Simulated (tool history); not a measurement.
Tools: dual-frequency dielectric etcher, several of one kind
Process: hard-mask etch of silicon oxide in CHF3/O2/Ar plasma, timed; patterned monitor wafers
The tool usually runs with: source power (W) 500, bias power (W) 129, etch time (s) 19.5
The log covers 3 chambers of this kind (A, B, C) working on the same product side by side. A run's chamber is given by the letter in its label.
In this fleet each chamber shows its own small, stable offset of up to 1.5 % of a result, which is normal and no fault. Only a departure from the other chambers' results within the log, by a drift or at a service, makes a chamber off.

run,hour,source power (W),bias power (W),etch time (s),hours since the last wet clean,hours since the last source power generator calibration,hours since the last bias power generator calibration,"read-back reference wafer on the same gauge, depth_nm",mean etch depth across the wafer (Å)
1C,3.4,500,129,19.5,22.6,2976.8,3150.9,35.422,319.87
2A,5.5,500,129,19.5,391.2,100.5,1457.7,35.396,316.5
3B,9.2,500,129,19.5,408.3,3182.5,138.3,35.392,326.26
4C,11.2,500,129,19.5,30.4,2984.6,3158.7,35.395,320.25
5B,14.1,500,129,19.5,413.2,3187.4,143.2,35.388,326.9
6A,16.9,500,129,19.5,402.6,111.9,1469.1,35.417,317.05
7B,19.4,500,129,19.5,418.5,3192.7,148.5,35.409,327.08
8A,22.3,500,129,19.5,408,117.3,1474.5,35.409,317.25
9C,24.4,500,129,19.5,43.6,2997.8,3171.9,35.382,319.23
10C,28.5,600,158,19.5,47.7,3001.9,3176,35.395,366.84
11B,31.1,600,158,19.5,430.2,3204.4,160.2,35.437,374.38
12A,33.6,600,158,19.5,419.3,128.6,1485.8,35.398,363.83
13B,36.1,500,129,19.5,435.2,3209.4,165.2,35.409,325.17
14A,39.4,500,156,19.5,425.1,134.4,1491.6,35.372,337.04
# hour 40.1: chamber A: wet clean of the chamber
15C,41.3,500,156,19.5,60.5,3014.7,3188.8,35.425,336.84
16C,45.6,500,156,19.5,64.8,3019,3193.1,35.392,338.71
# hour 48.8: chamber B: wet clean of the chamber
17A,49.1,500,129,19.5,9,144.1,1501.3,35.387,305.25
18B,53,500,129,19.5,4.2,3226.3,182.1,35.397,326.86
19C,57,500,129,19.5,76.2,3030.4,3204.5,35.398,319.63
20B,59.7,500,129,19.5,10.9,3233,188.8,35.415,326.65
21A,63.1,500,158,19.5,23,158.1,1515.3,35.396,325.2
22C,65.6,500,158,19.5,84.8,3039,3213.1,35.4,340.51

One chamber off, gauge drift, or nothing amiss beyond the chambers' own small offsets? If it is a chamber, which one, and what is the likeliest cause?

A service left chamber A off against the others.
What lies behind it: etch rate under this chamber's usual, % = 4.26.

Which of the 4 candidates below, each the usual settings with something changed and its results left as question marks, puts chamber A back in line with what the other chambers give on the usual settings?
Counts as in line when no further than this from what the other chambers average on the usual settings: mean etch depth across the wafer (Å) 3.6
23A-1,68.7,500,129,20,,,,,?
23A-2,68.7,490,128,18.5,,,,,?
23A-3,68.7,510,130,20.5,,,,,?
23A-4,68.7,470,129,19.5,,,,,?

The mean the other chambers reach with the usual settings: mean etch depth across the wafer (Å) 322.56
run,mean etch depth across the wafer (Å)
23A-1,311.78
23A-2,285.41
23A-3,322.87
23A-4,296.7
It is 23A-3 that realigns the chamber with its peers.
